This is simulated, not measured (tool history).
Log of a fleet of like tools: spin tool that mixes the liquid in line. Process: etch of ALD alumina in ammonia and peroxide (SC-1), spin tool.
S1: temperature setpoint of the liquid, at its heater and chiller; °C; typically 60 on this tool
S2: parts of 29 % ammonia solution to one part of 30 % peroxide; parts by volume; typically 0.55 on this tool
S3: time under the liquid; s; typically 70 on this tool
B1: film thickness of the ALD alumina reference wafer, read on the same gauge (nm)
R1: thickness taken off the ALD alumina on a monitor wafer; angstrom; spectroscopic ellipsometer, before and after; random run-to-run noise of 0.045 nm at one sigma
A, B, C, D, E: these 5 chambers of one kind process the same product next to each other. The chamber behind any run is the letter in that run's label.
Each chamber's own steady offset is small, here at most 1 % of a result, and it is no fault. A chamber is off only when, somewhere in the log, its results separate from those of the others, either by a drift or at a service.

| run | hour | S1 | S2 | S3 | B1 | R1 |
|---|---|---|---|---|---|---|
| 1A | 10.2 | 60 | 0.55 | 70 | 129.99 | 47.908 |
|  | 17.4 | chamber E: new drum of ammonia solution connected |
| 2C | 21.7 | 60 | 0.55 | 70 | 129.99 | 48.630 |
| 3E | 29.6 | 60 | 0.55 | 70 | 130.01 | 48.759 |
| 4D | 39.5 | 60 | 0.55 | 70 | 129.98 | 48.311 |
| 5B | 46.8 | 64 | 0.55 | 70 | 130.01 | 60.327 |
| 6E | 54.5 | 64 | 0.55 | 70 | 130.02 | 60.761 |
| 7A | 62.2 | 64 | 0.55 | 70 | 130.01 | 59.577 |
| 8D | 72.2 | 64 | 0.55 | 70 | 130.02 | 59.124 |
| 9C | 78.7 | 64 | 0.55 | 70 | 130.00 | 60.068 |
| 10B | 88.2 | 60 | 0.55 | 70 | 129.99 | 47.634 |
|  | 94.5 | chamber C: new drum of ammonia solution connected |
| 11B | 97.8 | 56 | 0.55 | 70 | 130.01 | 39.181 |
| 12A | 107.5 | 56 | 0.55 | 70 | 130.00 | 39.720 |
| 13C | 116.7 | 56 | 0.55 | 70 | 130.00 | 39.691 |
| 14E | 127.1 | 56 | 0.55 | 70 | 130.00 | 40.222 |
|  | 137.7 | chamber E: ammonia flow meter replaced |
| 15D | 138.1 | 56 | 0.55 | 70 | 130.00 | 39.187 |
| 16C | 149.3 | 60 | 0.55 | 70 | 130.00 | 49.384 |
| 17B | 159.6 | 60 | 0.55 | 70 | 130.00 | 47.701 |
| 18E | 166.4 | 60 | 0.55 | 70 | 130.00 | 48.671 |
| 19A | 176.9 | 51 | 0.55 | 95 | 130.02 | 40.690 |
| 20D | 182.3 | 51 | 0.55 | 95 | 130.02 | 41.402 |
| 21E | 193.4 | 51 | 0.55 | 95 | 130.01 | 42.152 |
| 22A | 200.8 | 51 | 0.55 | 95 | 129.99 | 40.297 |
| 23B | 212.1 | 51 | 0.55 | 95 | 129.99 | 37.984 |
| 24D | 223.2 | 60 | 0.55 | 70 | 129.97 | 48.215 |
|  | 231.3 | chamber A: new drum of ammonia solution connected |
| 25C | 234.0 | 60 | 0.55 | 70 | 130.01 | 49.354 |
| 26B | 242.0 | 60 | 0.55 | 70 | 129.98 | 46.381 |
| 27C | 253.5 | 60 | 0.55 | 70 | 130.03 | 48.812 |
| 28A | 263.7 | 60 | 0.55 | 70 | 129.96 | 49.506 |
| 29E | 271.5 | 60 | 0.55 | 70 | 130.01 | 50.006 |
| 30D | 277.2 | 60 | 0.55 | 70 | 130.03 | 47.879 |
| 31A | 282.7 | 60 | 0.55 | 105 | 129.97 | 74.392 |
| 32E | 289.7 | 60 | 0.55 | 105 | 129.99 | 73.851 |
| 33B | 299.9 | 60 | 0.55 | 105 | 130.01 | 67.162 |
|  | 307.2 | chamber C: thermometer replaced |
| 34D | 308.5 | 60 | 0.55 | 105 | 129.98 | 72.500 |
| 35C | 316.2 | 60 | 0.55 | 105 | 130.00 | 73.638 |
| 36D | 321.9 | 60 | 0.55 | 70 | 130.01 | 48.967 |
| 37E | 328.1 | 60 | 0.55 | 70 | 130.00 | 49.665 |

Next, every chamber runs the same settings. What will each give?
| 38A | 336.8 | 60 | 0.55 | 70 |  | ? |
| 38B | 336.8 | 60 | 0.55 | 70 |  | ? |
| 38C | 336.8 | 60 | 0.55 | 70 |  | ? |
| 38D | 336.8 | 60 | 0.55 | 70 |  | ? |
| 38E | 336.8 | 60 | 0.55 | 70 |  | ? |

| run | R1 |
|---|---|
| 38A | 48.774 |
| 38B | 44.150 |
| 38C | 49.150 |
| 38D | 47.941 |
| 38E | 49.348 |
